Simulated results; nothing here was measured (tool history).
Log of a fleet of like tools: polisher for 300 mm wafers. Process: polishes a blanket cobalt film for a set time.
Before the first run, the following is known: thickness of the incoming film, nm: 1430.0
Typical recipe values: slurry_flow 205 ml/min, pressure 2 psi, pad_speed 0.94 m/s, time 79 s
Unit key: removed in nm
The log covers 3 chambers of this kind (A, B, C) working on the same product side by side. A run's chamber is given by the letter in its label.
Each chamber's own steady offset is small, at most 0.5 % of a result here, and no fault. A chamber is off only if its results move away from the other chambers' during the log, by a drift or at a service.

run,hour,slurry_flow,pressure,pad_speed,time,removed
1C,5.5,205,2,0.94,79,333.28
# hour 8.3: chamber C: slurry nozzle cleaned
2B,9.7,205,2,0.94,79,345.95
3A,16.4,205,2,0.94,79,340.01
4C,22.1,205,2,0.94,79,336.33
5A,27.5,205,2.4,0.94,79,400.47
6B,31.2,205,2.4,0.94,79,409.06
7C,35,205,2.4,0.94,79,409.19
8A,39.7,205,2,0.94,79,342.4
9B,43.9,205,2,0.94,79,340.57
10B,49,205,2,0.94,79,334.54
11C,52.5,205,2,0.94,79,340.15
12A,59.2,205,2,0.94,79,337.57
13A,64.2,205,2,0.94,79,344.64
# hour 67.2: chamber A: worn pad replaced by a new one
14C,68.7,205,2,0.94,79,343.03
15B,73,250,2,0.94,79,339.75
# hour 74.8: chamber C: worn pad replaced by a new one
16B,79.9,250,2,0.94,79,333.7
17A,86.4,250,2,0.94,79,347.74
18C,91.6,205,2,0.94,79,340.4
19B,95.8,205,2,0.94,79,322.16
20C,100.1,230,2,0.94,79,337.5
21A,106.7,230,2,0.94,79,346.04
22C,113.2,230,2,0.94,79,343.68
23A,116.2,205,1.6,0.94,79,264.62
24B,121.1,205,1.6,0.94,79,249.8
25B,128,205,1.6,0.94,79,248
26C,131,205,2,0.94,79,340.79
27A,136.7,205,2,0.94,79,334.31
28B,143.5,205,2,0.94,79,307.68
29A,148.1,205,2,0.94,79,336.44
30C,153,205,1.8,0.94,98,382.48
31B,157,205,1.8,0.94,98,338.26
32A,162.1,205,1.8,0.94,98,376.05
# hour 165.1: chamber C: head pressure recalibrated
33C,166.2,205,1.6,0.94,59,201.47

Read the log: is a single chamber off, either drifting away or since a service, is the gauge that measures every chamber drifting, or is nothing wrong beyond small per-chamber offsets? Name any odd chamber and what most likely caused it.

Little by little, chamber B moves away from the other chambers.
Most likely cause: removal rate lost through wear of the pad, % = 12.1.
With only this log, it may be confused with: head's pressure below its setpoint, %.

Which of the 4 candidates below, each the usual settings with something changed and its results left as question marks, puts chamber B back in line with what the other chambers give on the usual settings?
To be in line, a result may differ from the other chambers' mean on the usual settings by at most: removed 12 nm
34B-1,171.2,205,2,0.82,79,?
34B-2,171.2,205,1.9,0.92,79,?
34B-3,171.2,210,2,0.94,89,?
34B-4,171.2,205,2.1,0.96,79,?

Mean of the other chambers on the usual settings: removed 337.58 nm
run,removed
34B-1,257.72
34B-2,273.98
34B-3,333.16
34B-4,316.26
The answer is 34B-3, which returns the chamber to within the allowed miss of the others.

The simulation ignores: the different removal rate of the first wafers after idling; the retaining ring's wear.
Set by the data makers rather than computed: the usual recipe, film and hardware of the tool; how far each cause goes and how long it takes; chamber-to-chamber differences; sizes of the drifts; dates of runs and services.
